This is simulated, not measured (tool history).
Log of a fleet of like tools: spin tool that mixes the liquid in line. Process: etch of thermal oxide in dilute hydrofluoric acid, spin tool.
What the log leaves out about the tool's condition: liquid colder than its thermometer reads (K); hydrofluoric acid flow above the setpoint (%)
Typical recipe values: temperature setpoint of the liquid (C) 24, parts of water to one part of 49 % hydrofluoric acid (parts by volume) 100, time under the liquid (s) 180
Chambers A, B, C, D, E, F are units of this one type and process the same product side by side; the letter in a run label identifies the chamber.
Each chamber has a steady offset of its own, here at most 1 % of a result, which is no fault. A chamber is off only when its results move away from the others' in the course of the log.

run,hour,temperature setpoint of the liquid (C),parts of water to one part of 49 % hydrofluoric acid (parts by volume),time under the liquid (s),hours since the thermometer was replaced,hours since the hydrofluoric acid flow meter was replaced,"read-back film thickness of the thermal oxide reference wafer, read on the same gauge (nm)",thickness taken off the thermal oxide on a monitor wafer (angstrom)
1B,5.3,24,100,180,723.9,433.6,130.02,85.657
2A,8.3,24,100,180,1263.7,1267.4,129.99,86.04
3C,11.8,24,100,180,715.8,443.7,129.98,86.718
4E,16.8,24,100,180,1509.2,1378.1,130.01,86.405
5F,22.8,24,100,180,698.9,384.9,129.99,85.935
6D,25.4,24,100,180,180.7,384,130.03,86.073
7A,28.4,24,100,180,1283.8,1287.5,129.97,85.721
8F,31.6,24,100,180,707.7,393.7,129.99,86.357
9D,35.4,24,100,180,190.7,394,130.06,86.37
10B,39.9,24,100,180,758.5,468.2,130.01,85.767
11E,42.7,24,100,180,1535.1,1404,130.05,85.719
# hour 45.1: chamber A: hydrofluoric acid flow meter replaced
12C,47.3,24,100,180,751.3,479.2,130.02,86.652
13B,52.5,24,100,180,771.1,480.8,129.98,85.688
14E,57.9,24,100,180,1550.3,1419.2,129.99,85.912
15D,63,24,100,180,218.3,421.6,129.99,86.375
16F,67.1,24,100,180,743.2,429.2,130.01,85.829
17A,70.5,24,100,180,1325.9,25.4,129.97,86.497
18C,74,24,100,180,778,505.9,129.99,86.414
19E,76.6,24,100,180,1569,1437.9,130.02,86.329
20A,81,24,100,180,1336.4,35.9,129.95,86.113
21D,86.3,24,100,180,241.6,444.9,130,86.79
22B,91.5,24,100,180,810.1,519.8,130,85.145
23C,97.3,21,100,180,801.3,529.2,129.97,76.843
24F,103.2,21,100,180,779.3,465.3,130,76.449
25A,108.1,21,100,180,1363.5,63,129.95,75.81
26F,113.9,21,100,180,790,476,129.95,75.938
27B,116.9,21,100,180,835.5,545.2,130.01,75.337
28E,122.1,21,100,180,1614.5,1483.4,129.99,76.864
29C,126.3,24,100,180,830.3,558.2,129.99,86.69
30D,130.8,24,100,180,286.1,489.4,129.97,86.06
31E,135,24,100,180,1627.4,1496.3,129.99,86.331
32D,140,24,100,230,295.3,498.6,130.04,109.83
33C,145.1,24,100,230,849.1,577,130.04,110.83
34B,151,24,100,230,869.6,579.3,130.02,109.56
35A,156.2,24,100,230,1411.6,111.1,129.98,110.16
36F,160.4,24,100,230,836.5,522.5,129.94,109.66
37B,164.6,24,100,230,883.2,592.9,129.97,109.56
38E,170.4,22.5,130,180,1662.8,1531.7,129.95,60.256
39D,175.5,22.5,130,180,330.8,534.1,130.03,60.536
40A,178.1,22.5,130,180,1433.5,133,130,60.5

Next, all 6 chambers run the settings below, one line each with question marks for the results. What does each chamber give?
41A,182.4,24,130,180,,,,?
41B,182.4,24,130,180,,,,?
41C,182.4,24,130,180,,,,?
41D,182.4,24,130,180,,,,?
41E,182.4,24,130,180,,,,?
41F,182.4,24,130,180,,,,?

run,thickness taken off the thermal oxide on a monitor wafer (angstrom)
41A,63.834
41B,63.256
41C,64.023
41D,64.478
41E,63.573
41F,64.215
